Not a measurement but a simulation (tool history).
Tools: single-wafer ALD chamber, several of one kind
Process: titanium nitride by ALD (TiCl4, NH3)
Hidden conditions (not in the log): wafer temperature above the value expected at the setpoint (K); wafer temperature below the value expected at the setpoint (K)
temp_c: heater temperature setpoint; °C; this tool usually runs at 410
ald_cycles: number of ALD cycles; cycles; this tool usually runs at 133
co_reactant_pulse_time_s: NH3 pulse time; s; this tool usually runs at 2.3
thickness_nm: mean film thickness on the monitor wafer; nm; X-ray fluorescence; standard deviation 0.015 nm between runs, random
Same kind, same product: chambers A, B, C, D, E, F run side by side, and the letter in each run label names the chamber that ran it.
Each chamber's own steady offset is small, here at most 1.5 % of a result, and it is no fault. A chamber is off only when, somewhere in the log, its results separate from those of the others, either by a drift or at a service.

| run | hour | temp_c | ald_cycles | co_reactant_pulse_time_s | hours since the last thermocouple change | read-back reference wafer on the same gauge, thickness_nm | thickness_nm |
|---|---|---|---|---|---|---|---|
| 1F | 6.6 | 410 | 133 | 2.3 | 431.9 | 3.3684 | 2.9495 |
| 2A | 15.5 | 410 | 133 | 2.3 | 897.3 | 3.3699 | 2.9373 |
| 3C | 23.3 | 410 | 133 | 2.3 | 1347.1 | 3.3689 | 2.9685 |
| 4E | 30.3 | 410 | 133 | 2.3 | 1244.6 | 3.3726 | 2.9521 |
| 5B | 39.9 | 410 | 133 | 2.3 | 568.9 | 3.3706 | 2.9255 |
| 6D | 44.9 | 410 | 133 | 2.3 | 1745.5 | 3.3713 | 2.9023 |
| 7D | 52.4 | 420 | 152 | 2.3 | 1753 | 3.3714 | 3.3655 |
|  | 54.7 | chamber C: thermocouple changed; heater temperature recalibrated |
| 8C | 61.7 | 420 | 152 | 2.3 | 7 | 3.369 | 3.3598 |
| 9F | 69 | 420 | 152 | 2.3 | 494.3 | 3.3689 | 3.404 |
| 10A | 78.2 | 420 | 152 | 2.3 | 960 | 3.371 | 3.386 |
| 11B | 87 | 420 | 152 | 2.3 | 616 | 3.3726 | 3.3321 |
| 12E | 93.8 | 420 | 152 | 2.3 | 1308.1 | 3.3673 | 3.3833 |
| 13E | 99.7 | 410 | 133 | 2.3 | 1314 | 3.368 | 2.9444 |
| 14A | 106 | 410 | 133 | 2.3 | 987.8 | 3.3669 | 2.9661 |
| 15F | 114 | 410 | 133 | 2.3 | 539.3 | 3.3672 | 2.9607 |
| 16C | 121.3 | 410 | 133 | 2.3 | 66.6 | 3.3679 | 2.9445 |
| 17B | 126.3 | 410 | 133 | 2.3 | 655.3 | 3.3698 | 2.9436 |
| 18D | 134.1 | 410 | 133 | 2.3 | 1834.7 | 3.3674 | 2.9259 |
| 19E | 140.1 | 410 | 133 | 2.3 | 1354.4 | 3.3722 | 2.9601 |
| 20D | 149.4 | 410 | 133 | 2.3 | 1850 | 3.3721 | 2.9322 |
| 21F | 158.1 | 410 | 133 | 1.59 | 583.4 | 3.375 | 2.9114 |
| 22A | 164.9 | 410 | 133 | 1.59 | 1046.7 | 3.3687 | 2.9178 |
| 23C | 171.6 | 410 | 133 | 1.59 | 116.9 | 3.3674 | 2.8749 |
| 24B | 176 | 410 | 133 | 1.59 | 705 | 3.3671 | 2.8852 |
| 25D | 181.8 | 410 | 133 | 1.59 | 1882.4 | 3.3699 | 2.8842 |
| 26B | 188.9 | 410 | 133 | 1.59 | 717.9 | 3.3695 | 2.8869 |
|  | 190.3 | chamber A: thermocouple changed; heater temperature recalibrated |
| 27E | 194.9 | 410 | 133 | 2.3 | 1409.2 | 3.3676 | 2.9719 |
| 28A | 203.7 | 410 | 133 | 2.3 | 13.5 | 3.3655 | 2.9643 |
| 29C | 211.4 | 410 | 133 | 2.3 | 156.7 | 3.3737 | 2.9232 |
| 30F | 219.2 | 410 | 133 | 2.3 | 644.5 | 3.3734 | 2.9599 |
| 31A | 225.5 | 410 | 133 | 2.3 | 35.3 | 3.3691 | 2.9594 |
| 32F | 234.5 | 410 | 133 | 2.3 | 659.8 | 3.3716 | 2.9413 |
| 33B | 242.1 | 410 | 133 | 2.3 | 771.1 | 3.3667 | 2.9304 |
| 34E | 246.7 | 410 | 133 | 2.3 | 1461 | 3.3735 | 2.9651 |
| 35D | 251.8 | 410 | 133 | 2.3 | 1952.4 | 3.3732 | 2.9104 |
| 36C | 256.4 | 410 | 133 | 2.3 | 201.7 | 3.3726 | 2.9534 |
| 37F | 265 | 410 | 133 | 2.3 | 690.3 | 3.3708 | 2.9491 |
| 38C | 272.7 | 410 | 133 | 2.3 | 218 | 3.373 | 2.9307 |
| 39B | 278.2 | 410 | 133 | 2.3 | 807.2 | 3.3742 | 2.9305 |
| 40A | 283.1 | 410 | 133 | 2.3 | 92.9 | 3.3734 | 2.9648 |
| 41D | 292.2 | 410 | 133 | 2.3 | 1992.8 | 3.3722 | 2.8989 |
| 42E | 297.9 | 410 | 133 | 2.3 | 1512.2 | 3.3667 | 2.9822 |
| 43A | 307 | 410 | 133 | 2.3 | 116.8 | 3.3696 | 2.9566 |

Next, every chamber runs the same settings. What will each give?
| 44A | 314 | 410 | 133 | 2.3 |  |  | ? |
| 44B | 314 | 410 | 133 | 2.3 |  |  | ? |
| 44C | 314 | 410 | 133 | 2.3 |  |  | ? |
| 44D | 314 | 410 | 133 | 2.3 |  |  | ? |
| 44E | 314 | 410 | 133 | 2.3 |  |  | ? |
| 44F | 314 | 410 | 133 | 2.3 |  |  | ? |

| run | thickness_nm |
|---|---|
| 44A | 2.9685 |
| 44B | 2.9034 |
| 44C | 2.9365 |
| 44D | 2.9522 |
| 44E | 2.952 |
| 44F | 2.9229 |
